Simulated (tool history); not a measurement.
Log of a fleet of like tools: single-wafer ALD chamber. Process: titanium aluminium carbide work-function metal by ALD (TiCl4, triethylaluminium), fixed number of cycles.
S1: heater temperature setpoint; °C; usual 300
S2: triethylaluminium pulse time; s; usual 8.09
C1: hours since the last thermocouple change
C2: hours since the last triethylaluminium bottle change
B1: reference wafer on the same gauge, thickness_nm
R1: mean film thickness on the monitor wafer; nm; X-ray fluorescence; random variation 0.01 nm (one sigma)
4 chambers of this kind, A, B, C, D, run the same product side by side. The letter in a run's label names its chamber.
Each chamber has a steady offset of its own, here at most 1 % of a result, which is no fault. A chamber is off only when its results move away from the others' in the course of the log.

| run | day | S1 | S2 | C1 | C2 | B1 | R1 |
|---|---|---|---|---|---|---|---|
| 1B | 0.242 | 300 | 8.09 | 229.3 | 672.9 | 1.9297 | 1.9449 |
| 2C | 0.383 | 300 | 8.09 | 128.2 | 589.3 | 1.9291 | 1.9610 |
| 3D | 0.517 | 300 | 8.09 | 1259.8 | 429.4 | 1.9304 | 1.9276 |
| 4A | 0.754 | 300 | 8.09 | 2381.5 | 336.6 | 1.9291 | 1.9447 |
| 5D | 0.958 | 300 | 5.22 | 1270.4 | 440.0 | 1.9300 | 1.7101 |
| 6A | 1.192 | 300 | 5.22 | 2392.0 | 347.1 | 1.9320 | 1.7470 |
| 7C | 1.354 | 300 | 5.22 | 151.5 | 612.6 | 1.9303 | 1.7151 |
| 8B | 1.462 | 300 | 5.22 | 258.6 | 702.2 | 1.9296 | 1.6981 |
| 9D | 1.696 | 300 | 8.09 | 1288.1 | 457.7 | 1.9314 | 1.9377 |
| 10C | 1.896 | 313 | 8.09 | 164.5 | 625.6 | 1.9289 | 2.0422 |
| 11B | 2.108 | 313 | 8.09 | 274.1 | 717.7 | 1.9275 | 2.0428 |
| 12A | 2.233 | 313 | 8.09 | 2417.0 | 372.1 | 1.9306 | 2.0289 |
| 13A | 2.450 | 313 | 8.09 | 2422.2 | 377.3 | 1.9277 | 2.0529 |
| 14B | 2.692 | 304 | 5.28 | 288.1 | 731.7 | 1.9296 | 1.6859 |
| 15C | 2.921 | 304 | 5.28 | 189.1 | 650.2 | 1.9287 | 1.7533 |
| 16D | 3.150 | 304 | 5.28 | 1323.0 | 492.6 | 1.9297 | 1.7424 |
| 17C | 3.300 | 304 | 5.28 | 198.2 | 659.3 | 1.9293 | 1.7433 |
| 18D | 3.479 | 300 | 8.09 | 1330.9 | 500.5 | 1.9307 | 1.9303 |
| 19A | 3.612 | 300 | 8.09 | 2450.1 | 405.2 | 1.9295 | 1.9339 |
| 20B | 3.733 | 300 | 8.09 | 313.1 | 756.7 | 1.9303 | 1.8488 |
|  | 3.746 | chamber D: thermocouple changed; heater temperature recalibrated |
| 21A | 3.862 | 300 | 8.09 | 2456.1 | 411.2 | 1.9315 | 1.9360 |
| 22C | 4.038 | 311 | 8.09 | 215.9 | 677.0 | 1.9300 | 2.0431 |
| 23B | 4.146 | 311 | 8.09 | 323.0 | 766.6 | 1.9297 | 1.9313 |
| 24D | 4.312 | 311 | 8.09 | 13.6 | 520.5 | 1.9306 | 2.0211 |
| 25A | 4.454 | 311 | 8.09 | 2470.3 | 425.4 | 1.9278 | 2.0339 |

All 4 chambers run these settings next. Forecast each chamber's results:
| 26A | 4.633 | 305 | 8.09 |  |  |  | ? |
| 26B | 4.633 | 305 | 8.09 |  |  |  | ? |
| 26C | 4.633 | 305 | 8.09 |  |  |  | ? |
| 26D | 4.633 | 305 | 8.09 |  |  |  | ? |

| run | R1 |
|---|---|
| 26A | 1.9722 |
| 26B | 1.8522 |
| 26C | 1.9981 |
| 26D | 1.9781 |
